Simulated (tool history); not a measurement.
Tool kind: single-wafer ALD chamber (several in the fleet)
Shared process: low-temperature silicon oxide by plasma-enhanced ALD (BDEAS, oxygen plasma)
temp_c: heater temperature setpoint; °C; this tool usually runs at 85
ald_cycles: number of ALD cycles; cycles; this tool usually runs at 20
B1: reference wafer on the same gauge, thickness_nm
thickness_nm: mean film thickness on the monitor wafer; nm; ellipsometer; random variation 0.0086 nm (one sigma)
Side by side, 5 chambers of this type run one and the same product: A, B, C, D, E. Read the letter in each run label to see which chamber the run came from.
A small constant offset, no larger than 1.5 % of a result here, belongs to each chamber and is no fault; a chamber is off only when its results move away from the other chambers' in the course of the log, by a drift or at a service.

Run 1A, day 0.308: usual settings; B1 2.5481. Result: thickness_nm 3.0105 nm.
Run 2C, day 0.733: usual settings; B1 2.5486. Result: thickness_nm 3.0250 nm.
Run 3E, day 1.321: usual settings; B1 2.5509. Result: thickness_nm 3.0059 nm.
Run 4D, day 1.958: usual settings; B1 2.5482. Result: thickness_nm 3.0555 nm.
Run 5B, day 2.412: usual settings; B1 2.5505. Result: thickness_nm 3.0274 nm.
Run 6C, day 2.750: usual settings but temp_c 93 °C; B1 2.5483. Result: thickness_nm 2.9263 nm.
Run 7E, day 3.321: usual settings but temp_c 93 °C; B1 2.5508. Result: thickness_nm 2.9476 nm.
Run 8D, day 3.946: usual settings but temp_c 93 °C; B1 2.5501. Result: thickness_nm 2.9625 nm.
Run 9B, day 4.396: usual settings but temp_c 93 °C; B1 2.5506. Result: thickness_nm 2.9485 nm.
Run 10A, day 4.921: usual settings but temp_c 93 °C; B1 2.5515. Result: thickness_nm 2.9346 nm.
Run 11E, day 5.525: usual settings; B1 2.5486. Result: thickness_nm 3.0102 nm.
Run 12B, day 6.083: usual settings; B1 2.5509. Result: thickness_nm 3.0090 nm.
Run 13A, day 6.625: usual settings; B1 2.5499. Result: thickness_nm 3.0287 nm.
Run 14C, day 6.950: usual settings; B1 2.5497. Result: thickness_nm 3.0211 nm.
Run 15D, day 7.296: usual settings; B1 2.5489. Result: thickness_nm 3.0468 nm.
Run 16D, day 7.825: usual settings; B1 2.5502. Result: thickness_nm 3.0492 nm.
Run 17B, day 8.142: usual settings; B1 2.5498. Result: thickness_nm 3.0264 nm.
Run 18A, day 8.754: usual settings; B1 2.5505. Result: thickness_nm 3.0194 nm.
Run 19C, day 9.275: usual settings; B1 2.5502. Result: thickness_nm 3.0111 nm.
At day 9.425: chamber C: thermocouple changed; heater temperature recalibrated.
Run 20E, day 9.746: usual settings; B1 2.5519. Result: thickness_nm 2.9997 nm.
Run 21A, day 10.333: usual settings; B1 2.5502. Result: thickness_nm 3.0252 nm.
Run 22B, day 10.938: usual settings; B1 2.5514. Result: thickness_nm 3.0256 nm.
Run 23E, day 11.229: usual settings; B1 2.5470. Result: thickness_nm 3.0057 nm.
Run 24D, day 11.575: usual settings; B1 2.5508. Result: thickness_nm 3.0451 nm.
Run 25C, day 12.192: usual settings; B1 2.5499. Result: thickness_nm 3.0038 nm.
Run 26B, day 12.767: usual settings; B1 2.5493. Result: thickness_nm 3.0190 nm.
Run 27D, day 13.400: usual settings; B1 2.5500. Result: thickness_nm 3.0455 nm.
Run 28A, day 13.862: usual settings; B1 2.5499. Result: thickness_nm 3.0136 nm.
Run 29C, day 14.467: usual settings; B1 2.5504. Result: thickness_nm 3.0201 nm.
Run 30E, day 15.083: usual settings; B1 2.5484. Result: thickness_nm 3.0135 nm.
Run 31D, day 15.412: usual settings; B1 2.5496. Result: thickness_nm 3.0622 nm.

All chambers now run identical settings, listed one chamber a line with results as question marks. What results will each chamber show?
Run 32A, day 15.879: usual settings. Result: thickness_nm ?.
Run 32B, day 15.879: usual settings. Result: thickness_nm ?.
Run 32C, day 15.879: usual settings. Result: thickness_nm ?.
Run 32D, day 15.879: usual settings. Result: thickness_nm ?.
Run 32E, day 15.879: usual settings. Result: thickness_nm ?.

run  thickness_nm
32A        3.0209
32B        3.0064
32C        3.0220
32D        3.0434
32E        3.0124
